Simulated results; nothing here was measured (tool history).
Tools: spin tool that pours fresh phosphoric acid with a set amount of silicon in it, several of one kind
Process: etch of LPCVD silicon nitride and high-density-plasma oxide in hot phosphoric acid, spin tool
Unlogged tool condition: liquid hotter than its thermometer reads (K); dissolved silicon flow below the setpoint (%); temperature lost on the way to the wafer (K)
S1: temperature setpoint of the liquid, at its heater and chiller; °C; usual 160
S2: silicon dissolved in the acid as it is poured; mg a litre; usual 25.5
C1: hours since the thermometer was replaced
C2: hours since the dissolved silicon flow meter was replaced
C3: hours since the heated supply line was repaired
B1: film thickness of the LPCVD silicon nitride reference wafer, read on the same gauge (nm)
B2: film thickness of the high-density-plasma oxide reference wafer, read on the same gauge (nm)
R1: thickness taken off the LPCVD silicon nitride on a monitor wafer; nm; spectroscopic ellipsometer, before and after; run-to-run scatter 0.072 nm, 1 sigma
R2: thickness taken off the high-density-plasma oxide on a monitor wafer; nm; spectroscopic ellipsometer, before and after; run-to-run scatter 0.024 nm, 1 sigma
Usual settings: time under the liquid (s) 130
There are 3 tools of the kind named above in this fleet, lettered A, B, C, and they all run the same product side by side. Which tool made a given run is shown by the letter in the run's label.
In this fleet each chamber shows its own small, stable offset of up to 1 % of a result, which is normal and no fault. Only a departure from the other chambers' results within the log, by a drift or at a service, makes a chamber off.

run 1C hour=9 | S1=160 S2=25.5 time_under_the_liquid_(s)=130 | C1=16.7 C2=1644.9 C3=120.1 | B1=109.98 B2=30.003 | R1=10.906 R2=0.29829
run 2A hour=23.5 | S1=160 S2=25.5 time_under_the_liquid_(s)=130 | C1=339 C2=712.6 C3=1103.9 | B1=109.97 B2=30.024 | R1=10.82 R2=0.29858
run 3B hour=31 | S1=160 S2=25.5 time_under_the_liquid_(s)=130 | C1=1332.4 C2=1543 C3=1141.7 | B1=110.01 B2=30.01 | R1=10.75 R2=0.32617
run 4C hour=39.1 | S1=160 S2=25.5 time_under_the_liquid_(s)=130 | C1=46.8 C2=1675 C3=150.2 | B1=110.01 B2=29.988 | R1=10.862 R2=0.2534
run 5A hour=53.6 | S1=160 S2=31.5 time_under_the_liquid_(s)=130 | C1=369.1 C2=742.7 C3=1134 | B1=109.99 B2=30 | R1=10.838 R2=0.24326
run 6B hour=62.7 | S1=160 S2=31.5 time_under_the_liquid_(s)=130 | C1=1364.1 C2=1574.7 C3=1173.4 | B1=109.99 B2=30.003 | R1=10.84 R2=0.24218
run 7B hour=76.3 | S1=160 S2=31.5 time_under_the_liquid_(s)=130 | C1=1377.7 C2=1588.3 C3=1187 | B1=110 B2=30.023 | R1=10.74 R2=0.24356
run 8A hour=84.6 | S1=160 S2=25.5 time_under_the_liquid_(s)=130 | C1=400.1 C2=773.7 C3=1165 | B1=110.01 B2=30.001 | R1=10.85 R2=0.3248
run 9C hour=95.5 | S1=160 S2=25.5 time_under_the_liquid_(s)=130 | C1=103.2 C2=1731.4 C3=206.6 | B1=110 B2=30.012 | R1=10.828 R2=0.30458
run 10C hour=110.2 | S1=160 S2=25.5 time_under_the_liquid_(s)=130 | C1=117.9 C2=1746.1 C3=221.3 | B1=109.99 B2=30.004 | R1=10.962 R2=0.29982
run 11A hour=122.5 | S1=160 S2=25.5 time_under_the_liquid_(s)=130 | C1=438 C2=811.6 C3=1202.9 | B1=110.02 B2=30.018 | R1=10.911 R2=0.23485
run 12B hour=134.6 | S1=160 S2=25.5 time_under_the_liquid_(s)=130 | C1=1436 C2=1646.6 C3=1245.3 | B1=110 B2=29.988 | R1=10.839 R2=0.26587
run 13C hour=147.7 | S1=160 S2=25.5 time_under_the_liquid_(s)=130 | C1=155.4 C2=1783.6 C3=258.8 | B1=109.99 B2=30.019 | R1=10.922 R2=0.34351
run 14B hour=158.1 | S1=160 S2=25.5 time_under_the_liquid_(s)=130 | C1=1459.5 C2=1670.1 C3=1268.8 | B1=110 B2=29.986 | R1=10.784 R2=0.31539
run 15A hour=165.2 | S1=160 S2=25.5 time_under_the_liquid_(s)=130 | C1=480.7 C2=854.3 C3=1245.6 | B1=110 B2=30.019 | R1=10.755 R2=0.30993
run 16B hour=173.3 | S1=160 S2=25.5 time_under_the_liquid_(s)=130 | C1=1474.7 C2=1685.3 C3=1284 | B1=110.03 B2=29.985 | R1=10.816 R2=0.31541
run 17C hour=183 | S1=162.5 S2=25.5 time_under_the_liquid_(s)=195 | C1=190.7 C2=1818.9 C3=294.1 | B1=109.99 B2=30.009 | R1=17.849 R2=0.61331
run 18A hour=196.9 | S1=162.5 S2=25.5 time_under_the_liquid_(s)=195 | C1=512.4 C2=886 C3=1277.3 | B1=109.99 B2=30 | R1=17.579 R2=0.55529
run 19B hour=212.2 | S1=162.5 S2=25.5 time_under_the_liquid_(s)=195 | C1=1513.6 C2=1724.2 C3=1322.9 | B1=110.01 B2=29.991 | R1=17.592 R2=0.55396
run 20C hour=222 | S1=160 S2=25.5 time_under_the_liquid_(s)=130 | C1=229.7 C2=1857.9 C3=333.1 | B1=110.01 B2=30.003 | R1=10.936 R2=0.28839
run 21A hour=233.7 | S1=160 S2=25.5 time_under_the_liquid_(s)=130 | C1=549.2 C2=922.8 C3=1314.1 | B1=110 B2=30.028 | R1=10.714 R2=0.30079
run 22C hour=243.7 | S1=160 S2=25.5 time_under_the_liquid_(s)=130 | C1=251.4 C2=1879.6 C3=354.8 | B1=109.98 B2=30 | R1=10.895 R2=0.25446
run 23A hour=253.6 | S1=160 S2=25.5 time_under_the_liquid_(s)=130 | C1=569.1 C2=942.7 C3=1334 | B1=110 B2=30.007 | R1=10.905 R2=0.27157
run 24B hour=264.4 | S1=160 S2=25.5 time_under_the_liquid_(s)=130 | C1=1565.8 C2=1776.4 C3=1375.1 | B1=109.98 B2=30.014 | R1=10.843 R2=0.28224
-- hour=270.8 chamber A: thermometer replaced
run 25A hour=277 | S1=160 S2=25.5 time_under_the_liquid_(s)=130 | C1=6.2 C2=966.1 C3=1357.4 | B1=110.01 B2=29.995 | R1=10.95 R2=0.28702
run 26C hour=293 | S1=160 S2=25.5 time_under_the_liquid_(s)=130 | C1=300.7 C2=1928.9 C3=404.1 | B1=109.99 B2=29.983 | R1=10.797 R2=0.3138
run 27B hour=304.6 | S1=160 S2=25.5 time_under_the_liquid_(s)=130 | C1=1606 C2=1816.6 C3=1415.3 | B1=110.01 B2=29.996 | R1=10.822 R2=0.301
run 28B hour=318.7 | S1=160 S2=25.5 time_under_the_liquid_(s)=130 | C1=1620.1 C2=1830.7 C3=1429.4 | B1=109.99 B2=29.982 | R1=10.844 R2=0.28795
run 29C hour=326.8 | S1=160 S2=25.5 time_under_the_liquid_(s)=130 | C1=334.5 C2=1962.7 C3=437.9 | B1=110.01 B2=30.001 | R1=10.734 R2=0.28736
run 30A hour=342.5 | S1=160 S2=25.5 time_under_the_liquid_(s)=130 | C1=71.7 C2=1031.6 C3=1422.9 | B1=110 B2=29.979 | R1=10.887 R2=0.31801
run 31B hour=349.9 | S1=160 S2=25.5 time_under_the_liquid_(s)=130 | C1=1651.3 C2=1861.9 C3=1460.6 | B1=110 B2=29.989 | R1=10.893 R2=0.31224
run 32A hour=365.5 | S1=160 S2=25.5 time_under_the_liquid_(s)=130 | C1=94.7 C2=1054.6 C3=1445.9 | B1=110.01 B2=29.977 | R1=10.942 R2=0.29269
run 33C hour=375 | S1=160 S2=25.5 time_under_the_liquid_(s)=130 | C1=382.7 C2=2010.9 C3=486.1 | B1=109.99 B2=30.007 | R1=10.917 R2=0.29293
run 34A hour=388.5 | S1=160 S2=7 time_under_the_liquid_(s)=70 | C1=117.7 C2=1077.6 C3=1468.9 | B1=109.99 B2=29.999 | R1=5.8312 R2=0.25358

Is one chamber off against the others, does the gauge drift, or is nothing wrong? If a chamber is off, say which, and what the likeliest cause is.

Neither any chamber nor the gauge drifts; the chambers differ only by their own small, steady offsets.

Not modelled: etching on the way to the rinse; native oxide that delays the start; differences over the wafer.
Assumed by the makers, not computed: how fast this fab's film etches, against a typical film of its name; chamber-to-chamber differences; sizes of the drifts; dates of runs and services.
